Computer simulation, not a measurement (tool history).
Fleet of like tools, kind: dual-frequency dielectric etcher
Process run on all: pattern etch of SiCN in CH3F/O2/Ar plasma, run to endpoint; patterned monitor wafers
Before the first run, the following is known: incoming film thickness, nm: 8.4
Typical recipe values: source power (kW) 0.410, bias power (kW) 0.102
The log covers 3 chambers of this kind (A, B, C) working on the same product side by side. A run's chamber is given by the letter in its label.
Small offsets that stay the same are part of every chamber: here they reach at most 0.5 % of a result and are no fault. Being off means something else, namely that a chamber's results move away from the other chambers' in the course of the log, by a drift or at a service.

Run 1B, hour 3.9: usual settings. Result: endpoint time (s) 19.403.
Run 2C, hour 7.0: usual settings. Result: endpoint time (s) 19.602.
Run 3A, hour 10.2: usual settings. Result: endpoint time (s) 19.419.
Run 4A, hour 12.7: usual settings. Result: endpoint time (s) 19.254.
Run 5C, hour 14.8: usual settings. Result: endpoint time (s) 19.509.
Run 6B, hour 17.0: usual settings but source power (kW) 0.370. Result: endpoint time (s) 20.519.
Run 7B, hour 19.7: usual settings but source power (kW) 0.370. Result: endpoint time (s) 20.258.
Run 8C, hour 23.2: usual settings but source power (kW) 0.370. Result: endpoint time (s) 20.161.
Run 9A, hour 27.1: usual settings. Result: endpoint time (s) 19.256.
Run 10A, hour 29.9: usual settings. Result: endpoint time (s) 19.372.
Run 11C, hour 32.2: usual settings. Result: endpoint time (s) 19.526.
Run 12B, hour 34.5: usual settings. Result: endpoint time (s) 19.446.
Run 13B, hour 37.8: usual settings but source power (kW) 0.490. Result: endpoint time (s) 18.230.
Run 14A, hour 41.6: usual settings but source power (kW) 0.490. Result: endpoint time (s) 18.105.
Run 15C, hour 45.6: usual settings but source power (kW) 0.490. Result: endpoint time (s) 18.323.
Run 16C, hour 49.6: usual settings. Result: endpoint time (s) 19.462.
Run 17A, hour 51.6: usual settings. Result: endpoint time (s) 19.437.
Run 18B, hour 55.7: usual settings. Result: endpoint time (s) 19.475.
Run 19C, hour 58.1: usual settings. Result: endpoint time (s) 19.608.
Run 20A, hour 61.7: usual settings. Result: endpoint time (s) 19.380.
Run 21B, hour 65.9: usual settings but source power (kW) 0.500, bias power (kW) 0.089. Result: endpoint time (s) 18.989.
Run 22C, hour 68.3: usual settings but source power (kW) 0.500, bias power (kW) 0.089. Result: endpoint time (s) 19.080.
Run 23A, hour 70.4: usual settings but source power (kW) 0.500, bias power (kW) 0.089. Result: endpoint time (s) 18.915.
Run 24B, hour 72.6: usual settings. Result: endpoint time (s) 19.478.
Run 25A, hour 75.4: usual settings. Result: endpoint time (s) 19.390.
Run 26C, hour 77.2: usual settings. Result: endpoint time (s) 19.535.
Run 27B, hour 79.7: usual settings. Result: endpoint time (s) 19.382.
Run 28C, hour 81.6: usual settings but source power (kW) 0.330, bias power (kW) 0.089. Result: endpoint time (s) 22.396.
Run 29A, hour 84.8: usual settings but source power (kW) 0.330, bias power (kW) 0.089. Result: endpoint time (s) 22.209.
Run 30B, hour 88.1: usual settings but source power (kW) 0.330, bias power (kW) 0.089. Result: endpoint time (s) 22.028.
Run 31B, hour 92.3: usual settings. Result: endpoint time (s) 19.472.
Run 32C, hour 94.2: usual settings but source power (kW) 0.330, bias power (kW) 0.092. Result: endpoint time (s) 22.233.
Run 33A, hour 98.2: usual settings but source power (kW) 0.330, bias power (kW) 0.092. Result: endpoint time (s) 21.863.
Run 34B, hour 102.4: usual settings but source power (kW) 0.330, bias power (kW) 0.092. Result: endpoint time (s) 21.853.

Each of the 3 chambers runs these same settings next. Fill in every chamber's results:
Run 35A, hour 105.4: usual settings but bias power (kW) 0.092. Result: endpoint time (s) ?.
Run 35B, hour 105.4: usual settings but bias power (kW) 0.092. Result: endpoint time (s) ?.
Run 35C, hour 105.4: usual settings but bias power (kW) 0.092. Result: endpoint time (s) ?.

run  endpoint time (s)
35A             20.383
35B             20.291
35C             20.232

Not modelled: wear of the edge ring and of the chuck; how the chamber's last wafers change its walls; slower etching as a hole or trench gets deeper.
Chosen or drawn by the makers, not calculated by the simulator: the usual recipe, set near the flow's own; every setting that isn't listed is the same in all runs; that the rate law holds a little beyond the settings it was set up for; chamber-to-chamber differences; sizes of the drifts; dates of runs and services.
